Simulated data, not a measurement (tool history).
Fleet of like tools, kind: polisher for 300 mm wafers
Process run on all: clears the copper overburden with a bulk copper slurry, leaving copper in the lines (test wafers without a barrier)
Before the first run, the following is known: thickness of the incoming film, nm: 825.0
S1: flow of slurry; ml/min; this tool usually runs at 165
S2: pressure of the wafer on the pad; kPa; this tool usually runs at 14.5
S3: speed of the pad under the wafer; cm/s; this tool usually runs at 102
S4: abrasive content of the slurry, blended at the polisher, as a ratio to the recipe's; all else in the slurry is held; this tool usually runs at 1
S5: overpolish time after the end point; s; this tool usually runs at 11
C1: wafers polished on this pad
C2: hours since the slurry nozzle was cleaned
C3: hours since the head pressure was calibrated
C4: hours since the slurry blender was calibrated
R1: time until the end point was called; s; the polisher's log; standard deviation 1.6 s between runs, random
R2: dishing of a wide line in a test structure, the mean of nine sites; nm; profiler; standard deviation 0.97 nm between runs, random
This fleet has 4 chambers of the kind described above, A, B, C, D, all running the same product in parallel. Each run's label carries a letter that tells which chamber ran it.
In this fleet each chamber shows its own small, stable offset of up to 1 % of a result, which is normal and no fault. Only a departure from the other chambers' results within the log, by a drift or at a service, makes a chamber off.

run	hour	S1	S2	S3	S4	S5	C1	C2	C3	C4	R1	R2
1B	2.3	165	14.5	102	1	11	466	221.5	893.3	54.6	133.34	41.634
# hour 4.2: chamber C: worn pad replaced by a new one
2C	4.5	165	14.5	102	1	11	3	381.1	192.5	105.7	131.08	41.827
3D	6.7	165	14.5	102	1	11	275	137	262.3	46.4	132.52	41.301
4A	9.8	165	14.5	102	1	11	437	79.8	191.3	22.4	132.21	39.979
5B	13	165	14.5	102	1	11	574	232.2	904	65.3	129.97	39.876
6C	14.8	165	14.5	132	0.75	11	107	391.4	202.8	116	108.65	46.178
7D	17.9	165	14.5	132	0.75	11	388	148.2	273.5	57.6	107.12	47.284
# hour 20.8: chamber A: worn pad replaced by a new one
8A	22.2	165	14.5	132	0.75	11	14	92.2	203.7	34.8	109.13	48.336
9C	25.1	165	14.5	132	0.75	11	211	401.7	213.1	126.3	109.99	46.457
10D	28.2	165	12.4	102	0.75	11	492	158.5	283.8	67.9	160.94	35.174
11B	30.3	165	12.4	102	0.75	11	749	249.5	921.3	82.6	165.44	35.105
12A	32.9	165	12.4	102	0.75	11	122	102.9	214.4	45.5	162.43	34.931
13A	35.2	165	12.4	102	0.75	11	146	105.2	216.7	47.8	166.59	34.758
14D	37.7	165	14.5	102	1	11	588	168	293.3	77.4	131.79	42.726
15B	40.6	165	14.5	102	1	11	853	259.8	931.6	92.9	131.35	40.572
16C	44.5	165	14.5	102	1	11	407	421.1	232.5	145.7	129.27	41.798
17B	46.9	165	14.5	102	1	11	917	266.1	937.9	99.2	130.52	39.891
18C	49.6	165	14.5	102	1	11	459	426.2	237.6	150.8	129.5	41.675
19A	53.6	165	14.5	102	1	11	331	123.6	235.1	66.2	133.19	41.867
20D	56.6	165	14.5	102	1	11	779	186.9	312.2	96.3	133.26	39.186
21C	58.5	165	14.5	102	1	11	548	435.1	246.5	159.7	132.37	40.625
22B	60.6	165	14.5	102	1	11	1055	279.8	951.6	112.9	131.57	40.953
23D	63.5	165	14.5	102	1	11	848	193.8	319.1	103.2	132.2	42.279
24A	66.9	165	14.5	102	1	11	466	136.9	248.4	79.5	132.12	39.678
25A	70.6	165	14.5	102	1	11	503	140.6	252.1	83.2	132.94	41.666
26C	73.6	165	14.5	102	1	11	701	450.2	261.6	174.8	129.78	39.927
# hour 74.5: chamber B: worn pad replaced by a new one
# hour 77.2: chamber B: slurry blender recalibrated
27B	77.2	165	14.5	102	1	11	27	296.4	968.2	0.1	133.41	41.064
28D	79.4	165	14.5	102	1	11	1009	209.7	335	119.1	136.22	39.729
29B	82	165	14.5	102	1	11	76	301.2	973	4.9	133.85	41.985
30D	83.9	165	14.5	102	1	11	1054	214.2	339.5	123.6	135.9	40.078
31C	86.8	165	14.5	102	1	11	834	463.4	274.8	188	131.56	39.483
# hour 89.1: chamber A: worn pad replaced by a new one
32A	91	165	14.5	102	1	11	19	161	272.5	103.6	132.57	41.31
33C	94.9	165	14.5	102	1	11	916	471.5	282.9	196.1	132.7	40.704
34B	98.4	165	14.5	102	1	11	241	317.6	989.4	21.3	132.12	41.396
35D	102.1	165	14.5	102	1	6	1238	232.4	357.7	141.8	143.13	24.986
36A	105.9	165	14.5	102	1	6	169	175.9	287.4	118.5	133.02	25.621
37C	108.4	165	14.5	102	1	6	1052	485	296.4	209.6	131.8	24.812
38B	110.7	165	14.5	102	1	6	365	329.9	1001.7	33.6	134.15	25.649
39D	114.7	165	14.5	102	1	11	1365	245	370.3	154.4	140.66	39.318
40A	117.6	165	14.5	102	1	11	287	187.6	299.1	130.2	129.44	40.296
41D	119.6	165	14.5	78	1	16	1415	249.9	375.2	159.3	188.4	40.902
42B	122.5	165	14.5	78	1	16	485	341.7	1013.5	45.4	171.64	46.326
43A	126.2	165	14.5	78	1	16	374	196.2	307.7	138.8	173.01	44.563

Next, all 4 chambers run the settings below, one line each with question marks for the results. What does each chamber give?
44A	129.3	195	14.5	102	1	11					?	?
44B	129.3	195	14.5	102	1	11					?	?
44C	129.3	195	14.5	102	1	11					?	?
44D	129.3	195	14.5	102	1	11					?	?

run	R1	R2
44A	129.74	40.734
44B	128.78	40.238
44C	127.49	40.515
44D	138.7	38.828
